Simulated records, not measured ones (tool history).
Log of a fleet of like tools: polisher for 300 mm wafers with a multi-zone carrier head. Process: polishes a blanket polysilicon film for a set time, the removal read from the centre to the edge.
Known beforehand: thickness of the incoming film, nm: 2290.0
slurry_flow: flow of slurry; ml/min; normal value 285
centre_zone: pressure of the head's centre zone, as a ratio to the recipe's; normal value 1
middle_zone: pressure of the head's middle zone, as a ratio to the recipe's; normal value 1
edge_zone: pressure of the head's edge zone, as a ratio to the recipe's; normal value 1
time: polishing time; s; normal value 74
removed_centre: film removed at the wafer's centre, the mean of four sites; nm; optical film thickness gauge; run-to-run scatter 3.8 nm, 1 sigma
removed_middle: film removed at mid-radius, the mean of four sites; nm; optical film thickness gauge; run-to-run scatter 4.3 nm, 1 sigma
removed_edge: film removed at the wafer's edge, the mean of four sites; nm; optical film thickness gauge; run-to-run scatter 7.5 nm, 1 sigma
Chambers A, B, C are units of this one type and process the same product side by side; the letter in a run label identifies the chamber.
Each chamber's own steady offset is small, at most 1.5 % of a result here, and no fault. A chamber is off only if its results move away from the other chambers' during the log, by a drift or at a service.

run	hour	slurry_flow	centre_zone	middle_zone	edge_zone	time	wafers polished on this pad	hours since the slurry nozzle was cleaned	hours since the centre zone pressure was calibrated	hours since the edge zone pressure was calibrated	removed_centre	removed_middle	removed_edge
# hour 10.4: chamber C: slurry nozzle cleaned
1C	11.7	285	1	1	1	74	558	1.3	394.3	211.2	579.77	575.91	592.17
2B	21.8	285	1	1	1	74	509	899.9	390.7	717.4	579.22	584.26	576.47
3A	32.1	285	1	1	1	74	630	522.6	178.4	110.8	579.32	573.52	572.95
4A	46.7	285	1	1	1	74	794	537.2	193	125.4	576	577.24	577.6
# hour 49.9: chamber C: worn pad replaced by a new one
5C	55.1	285	1	1	1	74	58	44.7	437.7	254.6	584.25	584.3	577.56
# hour 58.1: chamber B: slurry nozzle cleaned
# hour 60.9: chamber B: worn pad replaced by a new one
6B	66	285	1	1	1	74	57	8	434.9	761.6	587.87	585.56	574.34
7C	78.2	285	1	1	1	74	318	67.8	460.8	277.7	580.51	582.47	594.41
# hour 78.9: chamber A: worn pad replaced by a new one
8A	92.4	285	1	1	1	74	152	582.9	238.7	171.1	577.69	579.7	584.03
9B	104.2	285	1	1	1	74	486	46.2	473.1	799.8	587.28	582.38	584.16
10A	111.6	285	1	1	1	74	368	602.1	257.9	190.3	577.67	584.2	590.56
11B	118.9	285	1	1	1	74	652	60.9	487.8	814.5	576.99	582.25	575.87
12C	128.6	285	1	1.08	1	74	884	118.2	511.2	328.1	585.05	625.25	588.57
13B	136.4	285	1	1.08	1	74	848	78.4	505.3	832	577.35	629.03	586.26
# hour 137.7: chamber C: worn pad replaced by a new one
14C	146.8	285	1	1.08	1	74	102	136.4	529.4	346.3	583.29	625.56	585.98
# hour 152.2: chamber B: worn pad replaced by a new one
# hour 152.8: chamber C: centre zone pressure recalibrated
15A	157.6	285	1	1	1	74	884	648.1	303.9	236.3	578.88	579.68	578.31
16A	167.3	285	1	1	1	74	993	657.8	313.6	246	579.64	582.17	581.98
17B	178.1	285	1	1	1	74	291	120.1	547	873.7	580.98	596.31	579.92
18C	188.8	285	1	1	1	74	574	178.4	36	388.3	532.34	579.12	586.7
19C	201.8	285	1	1	1	74	720	191.4	49	401.3	535.61	577.59	592.38
# hour 203.2: chamber A: worn pad replaced by a new one
# hour 206.9: chamber C: worn pad replaced by a new one
20A	214.3	285	1	1	1	74	125	704.8	360.6	293	580.4	586.86	588.07
21B	221.9	190	1	1	1	66	783	163.9	590.8	917.5	490.23	498.53	485.74
# hour 225.3: chamber B: worn pad replaced by a new one
22C	235.4	190	1	1	1	66	320	225	82.6	434.9	452.17	497.05	505.92
# hour 242.5: chamber C: slurry nozzle cleaned
23A	242.9	190	1	1	1	66	446	733.4	389.2	321.6	489.08	497.94	498.86
24B	250.9	285	1	1	1	74	287	192.9	619.8	946.5	584.86	591.08	575.01
25A	259.8	285	1	1	1	74	636	750.3	406.1	338.5	579.9	583.17	577.65
# hour 265.8: chamber B: centre zone pressure recalibrated
26B	274	285	1	1.1	1	74	547	216	8.3	969.6	585.61	635.88	574.32
# hour 279.7: chamber A: centre zone pressure recalibrated
27C	288.1	285	1	1.1	1	74	912	45.6	135.3	487.6	536.98	634.14	588.95
# hour 289.6: chamber C: worn pad replaced by a new one
28B	294.5	285	1	1.1	1	74	777	236.5	28.8	990.1	580.97	638.19	567.33
# hour 300.6: chamber A: worn pad replaced by a new one
# hour 300.7: chamber B: worn pad replaced by a new one
29A	309	210	0.92	1	1	74	95	799.5	29.4	387.7	513.47	561.18	579.46
30C	322.9	210	0.92	1	1	74	374	80.4	170.1	522.4	468.34	554.38	573.82
31B	336.7	210	0.92	1	1	74	404	278.7	71	1032.3	512.42	573.44	555.68
32C	346.4	285	1	0.93	1	91	638	103.9	193.6	545.9	659.57	667.25	731.95
33A	357.1	285	1	0.93	1	91	635	847.6	77.5	435.8	710.27	663.19	719.24
34C	368.5	285	1	0.93	1	91	886	126	215.7	568	651.07	678.58	718.26
35B	375.3	285	1	1	0.92	74	838	317.3	109.6	1070.9	585.36	586.06	553.16
# hour 384.1: chamber B: worn pad replaced by a new one
36A	389	285	1	1	0.92	74	993	879.5	109.4	467.7	575.75	583.92	574.08
37A	395.8	285	1	1	0.92	74	1070	886.3	116.2	474.5	575.93	585.42	543.05
38B	405.5	285	1	1	1	74	241	347.5	139.8	1101.1	579.35	584.43	570.82

Which is it: a chamber that has drifted or been left off by a service, a gauge drift common to all chambers, or only each chamber's usual small offset? If a chamber is off, name it and its likeliest cause.

Chamber C has stood off from the others ever since a service on it.
Likeliest cause: centre zone's pressure below its setpoint, % = 7.69.

Below are 4 candidate recipes for chamber C's next run, each the usual settings with a change, their results shown as question marks. Which of them brings C's results back in line with what the other chambers give on the usual settings?
In line here means within this much of the mean the other chambers give on the usual settings: removed_centre 13 nm; removed_middle 15 nm; removed_edge 26 nm
39C-1	416	290	1.07	1	0.97	74					?	?	?
39C-2	416	285	1.03	1	0.99	74					?	?	?
39C-3	416	285	0.97	1	1.01	74					?	?	?
39C-4	416	280	0.93	1	1.03	74					?	?	?

What the other chambers average on the usual settings: removed_centre 580.62 nm; removed_middle 584.78 nm; removed_edge 580.77 nm
run	removed_centre	removed_middle	removed_edge
39C-1	579.19	585.12	577.85
39C-2	554.02	584.18	583.24
39C-3	517.97	584.35	589.4
39C-4	492.94	583.39	594.72
The answer is 39C-1, which returns the chamber to within the allowed miss of the others.
